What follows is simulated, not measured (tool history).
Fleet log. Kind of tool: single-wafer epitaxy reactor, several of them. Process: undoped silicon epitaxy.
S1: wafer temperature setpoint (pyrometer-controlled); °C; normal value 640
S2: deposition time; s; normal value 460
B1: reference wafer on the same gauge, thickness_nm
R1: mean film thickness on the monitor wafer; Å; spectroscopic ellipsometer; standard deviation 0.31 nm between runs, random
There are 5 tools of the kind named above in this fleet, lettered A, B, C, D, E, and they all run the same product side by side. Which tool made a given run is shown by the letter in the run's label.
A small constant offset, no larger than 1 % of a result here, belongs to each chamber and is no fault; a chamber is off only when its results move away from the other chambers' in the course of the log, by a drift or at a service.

run	day	S1	S2	B1	R1
1B	0.25	640	460	50.001	624.73
2E	0.417	640	460	50.04	620
3C	0.712	640	460	49.959	625.31
4A	0.979	640	460	50.008	628.02
5D	1.188	635	422	49.977	509.81
6E	1.421	635	422	49.984	507.31
7C	1.617	635	422	49.949	513.62
8A	1.962	635	422	50.078	512.83
9B	2.288	635	422	49.982	513.7
10D	2.488	640	460	49.963	628.03
11C	2.662	640	460	50.029	625.23
12D	2.858	640	460	49.999	625.68
13E	3.217	640	460	50.036	617.34
14A	3.517	640	497	49.958	678.35
15B	3.888	640	497	49.974	671.37
16A	4.154	640	497	50.002	672.38
17D	4.388	640	497	50.04	684.77
18C	4.754	640	497	50.037	670.75
19B	5.096	640	460	49.969	626.45
20E	5.4	640	460	49.984	619.95
21D	5.65	640	460	49.995	640.31
22B	5.917	648	381	50.019	617.06
23E	6.283	648	381	49.995	611.57
24C	6.608	648	381	50.015	616.14
25A	6.946	648	381	50.003	613.99
26A	7.175	648	381	50.002	620.47
27B	7.362	640	460	50.005	619.09
28D	7.542	640	460	49.996	648.18
29E	7.712	640	460	50.011	619.26
30C	8.071	640	460	50.016	625.11

Does one chamber stand apart from the rest, does the shared gauge drift, or is all well apart from small per-chamber offsets? Give the chamber and the most likely cause, where there is one.

One chamber, D, drifts off from the rest bit by bit.
Cause: wafer temperature above the value expected at the setpoint (K) = 2.72.

Here are 4 candidates for chamber D's next run, each the usual settings with a change, their results left as question marks. Which one brings its results back in line with what the others give on the usual settings?
Maximum distance from the other chambers' mean on the usual settings for a result to count as in line: R1 11 Å
31D-1	8.338	638	460		?
31D-2	8.338	644	460		?
31D-3	8.338	636	460		?
31D-4	8.338	640	482		?

Usual-settings mean across the other chambers: R1 623.72 Å
run	R1
31D-1	624.22
31D-2	711.27
31D-3	597.41
31D-4	683.29
31D-1 brings the chamber back in line.

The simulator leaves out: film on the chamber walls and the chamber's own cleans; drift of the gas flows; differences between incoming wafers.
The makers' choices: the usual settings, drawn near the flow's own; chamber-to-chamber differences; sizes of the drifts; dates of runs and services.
